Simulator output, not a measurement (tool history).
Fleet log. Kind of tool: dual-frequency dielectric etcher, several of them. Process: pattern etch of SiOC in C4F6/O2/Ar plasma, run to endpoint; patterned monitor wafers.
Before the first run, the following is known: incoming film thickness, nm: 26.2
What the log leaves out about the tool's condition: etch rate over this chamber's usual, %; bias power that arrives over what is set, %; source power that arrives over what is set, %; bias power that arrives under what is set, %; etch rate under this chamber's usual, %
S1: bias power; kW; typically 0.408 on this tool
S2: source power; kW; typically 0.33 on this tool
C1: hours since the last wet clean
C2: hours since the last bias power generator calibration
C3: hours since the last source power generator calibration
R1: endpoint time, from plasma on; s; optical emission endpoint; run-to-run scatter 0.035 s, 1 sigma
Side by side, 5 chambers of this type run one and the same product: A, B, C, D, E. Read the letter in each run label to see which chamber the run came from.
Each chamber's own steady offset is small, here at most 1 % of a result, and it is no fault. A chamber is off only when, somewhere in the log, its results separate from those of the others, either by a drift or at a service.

run     day     S1    S2     C1      C2      C3      R1
 1C   0.354  0.408  0.33  360.4  1233.9  1785.3  10.204
      0.525  -- chamber D: bias power generator calibrated
 2E   0.658  0.408  0.33  550.1   299.9  1336.5  10.143
 3A   0.925  0.408  0.33  301.7  1239.7  1642.3  10.095
 4D     1.2  0.408  0.33  196.6    16.3    2976  10.282
 5B   1.533  0.408  0.33  565.8  1596.1  2322.5  10.237
 6A   1.754  0.408  0.33  321.6  1259.6  1662.2  10.181
 7E   2.162  0.361  0.25  586.2     336  1372.6  11.771
 8B   2.438  0.361  0.25  587.5  1617.8  2344.2  11.808
 9D   2.696  0.361  0.25  232.5    52.2  3011.9  11.953
10C   2.879  0.361  0.25    421  1294.5  1845.9  11.817
      3.004  -- chamber B: wet clean of the chamber
11C   3.179  0.361  0.25  428.2  1301.7  1853.1  11.859
12D   3.529  0.408  0.33  252.5    72.2  3031.9  10.278
13B   3.792  0.408  0.33   18.9  1650.3  2376.7  10.165
14A   3.975  0.408  0.33  374.9  1312.9  1715.5  10.155
15E   4.283  0.408  0.33  637.1   386.9  1423.5  10.208
      4.317  -- chamber E: wet clean of the chamber
16A   4.492  0.408  0.33  387.3  1325.3  1727.9  10.158
17D   4.892  0.448  0.33  285.2   104.9  3064.6  9.9039
18E     5.2  0.448  0.33   21.2   408.9  1445.5  9.8638
19C   5.504  0.448  0.33    484  1357.5  1908.9  9.9888
20B   5.888  0.448  0.33   69.2  1700.6    2427  9.8549
21B   6.292  0.448  0.33   78.9  1710.3  2436.7  9.8732
22E   6.683  0.408  0.33   56.8   444.5  1481.1   10.15
23D   6.871  0.408  0.33  332.7   152.4  3112.1  10.361
24C   7.183  0.408  0.33  524.3  1397.8  1949.2  10.241
25A   7.483  0.408  0.33  459.1  1397.1  1799.7  10.234
26C   7.796  0.408  0.33    539  1412.5  1963.9  10.261
      8.021  -- chamber D: source power generator calibrated
27A   8.146  0.408  0.33    475    1413  1815.6  10.182
28D   8.508  0.408  0.33    372   191.7    11.8  10.364
      8.825  -- chamber C: wet clean of the chamber
29E   8.879  0.408  0.33  109.5   497.2  1533.8  10.155
30B   9.096  0.408  0.33  146.2  1777.6    2504  10.156
31D   9.367  0.408  0.33  392.6   212.3    32.4  10.411
32E   9.625  0.408  0.33  127.4   515.1  1551.7  10.231
33A    9.85  0.408  0.33  515.9  1453.9  1856.5  10.102
34C  10.071    0.5  0.39     30  1467.1  2018.5  8.9776
35B   10.25    0.5  0.39  173.9  1805.3  2531.7  8.8633
36B  10.621    0.5  0.39  182.8  1814.2  2540.6  8.8222
37E  10.817    0.5  0.39    156   543.7  1580.3  8.8823
38D  11.042    0.5  0.39  432.8   252.5    72.6  9.1325

What goes on in this fleet: one chamber off, a drifting gauge, or nothing beyond the chambers' own small offsets? Name the chamber and the cause, if any.

It is chamber D that slowly wanders off from its peers.
What lies behind it: etch rate under this chamber's usual, % = 1.95.
The log might look much the same if the cause were instead: bias power that arrives under what is set, %.

Below are 4 candidate recipes for chamber D's next run, each the usual settings with a change, their results shown as question marks. Which of them brings D's results back in line with what the other chambers give on the usual settings?
Allowed miss from the other chambers' usual-settings mean, per result, to count as in line: R1 0.12 s
39D-1  11.333  0.411  0.33               ?
39D-2  11.333  0.402  0.33               ?
39D-3  11.333  0.393  0.32               ?
39D-4  11.333  0.423  0.34               ?

Usual-settings mean across the other chambers: R1 10.195 s
  run      R1
39D-1  10.444
39D-2  10.531
39D-3   10.74
39D-4  10.221
The answer is 39D-4, which returns the chamber to within the allowed miss of the others.

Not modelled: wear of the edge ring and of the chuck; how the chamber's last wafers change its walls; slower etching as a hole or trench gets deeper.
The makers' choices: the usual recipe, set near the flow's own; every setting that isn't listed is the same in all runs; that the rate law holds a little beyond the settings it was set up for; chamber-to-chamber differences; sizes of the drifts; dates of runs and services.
